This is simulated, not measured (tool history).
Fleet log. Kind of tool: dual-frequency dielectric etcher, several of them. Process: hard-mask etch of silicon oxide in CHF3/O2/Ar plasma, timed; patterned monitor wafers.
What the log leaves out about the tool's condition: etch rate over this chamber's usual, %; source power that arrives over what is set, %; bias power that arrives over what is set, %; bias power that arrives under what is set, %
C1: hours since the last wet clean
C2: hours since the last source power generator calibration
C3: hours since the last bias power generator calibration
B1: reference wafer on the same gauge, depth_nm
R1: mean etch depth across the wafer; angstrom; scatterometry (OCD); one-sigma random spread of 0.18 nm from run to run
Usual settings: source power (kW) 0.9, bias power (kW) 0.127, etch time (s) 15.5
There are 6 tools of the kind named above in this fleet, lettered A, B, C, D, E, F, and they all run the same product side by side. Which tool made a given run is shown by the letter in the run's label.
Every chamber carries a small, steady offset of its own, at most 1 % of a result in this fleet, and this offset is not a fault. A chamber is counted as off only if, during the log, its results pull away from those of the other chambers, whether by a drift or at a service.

run 1E day=0.446 | source_power_(kW)=0.9 bias_power_(kW)=0.127 etch_time_(s)=15.5 | C1=467.3 C2=1857.8 C3=1832.6 | B1=36.95 | R1=324.67
-- day=0.704 chamber A: wet clean of the chamber
run 2C day=0.992 | source_power_(kW)=0.9 bias_power_(kW)=0.127 etch_time_(s)=15.5 | C1=303.7 C2=461.1 C3=1422.9 | B1=36.91 | R1=324.3
run 3F day=1.438 | source_power_(kW)=0.9 bias_power_(kW)=0.127 etch_time_(s)=15.5 | C1=203 C2=1730.6 C3=1265.5 | B1=36.934 | R1=321.45
run 4A day=1.8 | source_power_(kW)=0.9 bias_power_(kW)=0.127 etch_time_(s)=15.5 | C1=26.4 C2=1372.6 C3=2366.8 | B1=36.863 | R1=320.48
run 5B day=2.1 | source_power_(kW)=0.9 bias_power_(kW)=0.127 etch_time_(s)=15.5 | C1=240.3 C2=813.7 C3=2563.2 | B1=36.958 | R1=323.54
run 6D day=2.471 | source_power_(kW)=0.9 bias_power_(kW)=0.127 etch_time_(s)=15.5 | C1=136.5 C2=2712.4 C3=1284.5 | B1=36.892 | R1=321.2
-- day=2.812 chamber D: source power generator calibrated
run 7F day=2.912 | source_power_(kW)=0.9 bias_power_(kW)=0.127 etch_time_(s)=15.5 | C1=238.4 C2=1766 C3=1300.9 | B1=36.895 | R1=320.02
-- day=2.925 chamber E: wet clean of the chamber
run 8E day=3.512 | source_power_(kW)=0.9 bias_power_(kW)=0.127 etch_time_(s)=15.5 | C1=14.1 C2=1931.4 C3=1906.2 | B1=36.921 | R1=321.46
run 9D day=4.167 | source_power_(kW)=0.9 bias_power_(kW)=0.127 etch_time_(s)=15.5 | C1=177.2 C2=32.5 C3=1325.2 | B1=36.881 | R1=322.51
run 10C day=4.704 | source_power_(kW)=0.9 bias_power_(kW)=0.127 etch_time_(s)=15.5 | C1=392.8 C2=550.2 C3=1512 | B1=36.86 | R1=321.81
-- day=5.208 chamber A: source power generator calibrated
run 11B day=5.329 | source_power_(kW)=0.9 bias_power_(kW)=0.127 etch_time_(s)=15.5 | C1=317.8 C2=891.2 C3=2640.7 | B1=36.93 | R1=325.32
run 12A day=5.929 | source_power_(kW)=1.07 bias_power_(kW)=0.127 etch_time_(s)=11 | C1=125.5 C2=17.3 C3=2465.9 | B1=36.925 | R1=244.02
run 13F day=6.504 | source_power_(kW)=1.07 bias_power_(kW)=0.127 etch_time_(s)=11 | C1=324.6 C2=1852.2 C3=1387.1 | B1=36.943 | R1=244.96
run 14D day=7.012 | source_power_(kW)=1.07 bias_power_(kW)=0.127 etch_time_(s)=11 | C1=245.5 C2=100.8 C3=1393.5 | B1=36.934 | R1=243.75
run 15E day=7.404 | source_power_(kW)=1.07 bias_power_(kW)=0.127 etch_time_(s)=11 | C1=107.5 C2=2024.8 C3=1999.6 | B1=36.835 | R1=247.74
run 16C day=7.825 | source_power_(kW)=1.07 bias_power_(kW)=0.127 etch_time_(s)=11 | C1=467.7 C2=625.1 C3=1586.9 | B1=36.828 | R1=243.36
-- day=7.992 chamber C: wet clean of the chamber
run 17A day=8.342 | source_power_(kW)=1.07 bias_power_(kW)=0.127 etch_time_(s)=11 | C1=183.4 C2=75.2 C3=2523.8 | B1=36.909 | R1=245.28
run 18B day=8.962 | source_power_(kW)=1.03 bias_power_(kW)=0.127 etch_time_(s)=13 | C1=405 C2=978.4 C3=2727.9 | B1=36.972 | R1=286.03
run 19E day=9.546 | source_power_(kW)=1.03 bias_power_(kW)=0.127 etch_time_(s)=13 | C1=158.9 C2=2076.2 C3=2051 | B1=36.894 | R1=284.41
-- day=9.683 chamber B: wet clean of the chamber
run 20B day=9.908 | source_power_(kW)=1.03 bias_power_(kW)=0.127 etch_time_(s)=13 | C1=5.5 C2=1001.1 C3=2750.6 | B1=36.883 | R1=286.9
-- day=10.083 chamber F: wet clean of the chamber
run 21F day=10.508 | source_power_(kW)=1.03 bias_power_(kW)=0.127 etch_time_(s)=13 | C1=10.3 C2=1948.3 C3=1483.2 | B1=36.929 | R1=287.35
run 22A day=10.871 | source_power_(kW)=1.03 bias_power_(kW)=0.127 etch_time_(s)=13 | C1=244.1 C2=135.9 C3=2584.5 | B1=36.817 | R1=283.03
run 23C day=11.408 | source_power_(kW)=1.03 bias_power_(kW)=0.127 etch_time_(s)=13 | C1=82 C2=711.1 C3=1672.9 | B1=36.952 | R1=281
run 24D day=11.733 | source_power_(kW)=0.76 bias_power_(kW)=0.127 etch_time_(s)=19 | C1=358.8 C2=214.1 C3=1506.8 | B1=36.901 | R1=368.05
run 25F day=12.258 | source_power_(kW)=0.76 bias_power_(kW)=0.127 etch_time_(s)=19 | C1=52.3 C2=1990.3 C3=1525.2 | B1=36.94 | R1=369.31
run 26A day=12.838 | source_power_(kW)=0.76 bias_power_(kW)=0.127 etch_time_(s)=19 | C1=291.3 C2=183.1 C3=2631.7 | B1=36.903 | R1=367.14
run 27B day=13.492 | source_power_(kW)=0.76 bias_power_(kW)=0.127 etch_time_(s)=19 | C1=91.5 C2=1087.1 C3=2836.6 | B1=36.926 | R1=371.58
run 28C day=13.967 | source_power_(kW)=0.76 bias_power_(kW)=0.127 etch_time_(s)=19 | C1=143.4 C2=772.5 C3=1734.3 | B1=36.9 | R1=367.5
-- day=13.988 chamber A: wet clean of the chamber
run 29E day=14.379 | source_power_(kW)=0.76 bias_power_(kW)=0.127 etch_time_(s)=19 | C1=274.9 C2=2192.2 C3=2167 | B1=36.863 | R1=375.24
run 30D day=14.738 | source_power_(kW)=0.9 bias_power_(kW)=0.127 etch_time_(s)=15.5 | C1=430.9 C2=286.2 C3=1578.9 | B1=36.876 | R1=319.14
run 31A day=15.05 | source_power_(kW)=0.9 bias_power_(kW)=0.127 etch_time_(s)=15.5 | C1=25.5 C2=236.2 C3=2684.8 | B1=36.944 | R1=315.58
run 32F day=15.508 | source_power_(kW)=0.9 bias_power_(kW)=0.127 etch_time_(s)=15.5 | C1=130.3 C2=2068.3 C3=1603.2 | B1=36.894 | R1=318.57
run 33D day=15.796 | source_power_(kW)=0.9 bias_power_(kW)=0.127 etch_time_(s)=15.5 | C1=456.3 C2=311.6 C3=1604.3 | B1=36.911 | R1=321.21
run 34E day=16.317 | source_power_(kW)=0.9 bias_power_(kW)=0.127 etch_time_(s)=15.5 | C1=321.4 C2=2238.7 C3=2213.5 | B1=36.899 | R1=322.84
run 35B day=16.954 | source_power_(kW)=0.9 bias_power_(kW)=0.127 etch_time_(s)=15.5 | C1=174.6 C2=1170.2 C3=2919.7 | B1=36.888 | R1=323.33
run 36C day=17.258 | source_power_(kW)=0.9 bias_power_(kW)=0.127 etch_time_(s)=15.5 | C1=222.4 C2=851.5 C3=1813.3 | B1=36.853 | R1=318.83
run 37E day=17.808 | source_power_(kW)=0.9 bias_power_(kW)=0.127 etch_time_(s)=15.5 | C1=357.2 C2=2274.5 C3=2249.3 | B1=36.921 | R1=321.58
run 38D day=18.212 | source_power_(kW)=0.9 bias_power_(kW)=0.127 etch_time_(s)=15.5 | C1=514.3 C2=369.6 C3=1662.3 | B1=36.908 | R1=321.95
run 39B day=18.521 | source_power_(kW)=0.9 bias_power_(kW)=0.127 etch_time_(s)=15.5 | C1=212.2 C2=1207.8 C3=2957.3 | B1=36.867 | R1=322.49
run 40F day=19.175 | source_power_(kW)=0.9 bias_power_(kW)=0.127 etch_time_(s)=19 | C1=218.3 C2=2156.3 C3=1691.2 | B1=36.902 | R1=399.87
run 41A day=19.583 | source_power_(kW)=0.9 bias_power_(kW)=0.127 etch_time_(s)=19 | C1=134.3 C2=345 C3=2793.6 | B1=36.81 | R1=390.36

All chambers now run identical settings, listed one chamber a line with results as question marks. What results will each chamber show?
run 42A day=20.054 | source_power_(kW)=0.9 bias_power_(kW)=0.127 etch_time_(s)=15.5 | R1=?
run 42B day=20.054 | source_power_(kW)=0.9 bias_power_(kW)=0.127 etch_time_(s)=15.5 | R1=?
run 42C day=20.054 | source_power_(kW)=0.9 bias_power_(kW)=0.127 etch_time_(s)=15.5 | R1=?
run 42D day=20.054 | source_power_(kW)=0.9 bias_power_(kW)=0.127 etch_time_(s)=15.5 | R1=?
run 42E day=20.054 | source_power_(kW)=0.9 bias_power_(kW)=0.127 etch_time_(s)=15.5 | R1=?
run 42F day=20.054 | source_power_(kW)=0.9 bias_power_(kW)=0.127 etch_time_(s)=15.5 | R1=?

run=42A R1=314.43
run=42B R1=326.35
run=42C R1=319.24
run=42D R1=321.99
run=42E R1=322.4
run=42F R1=322.65
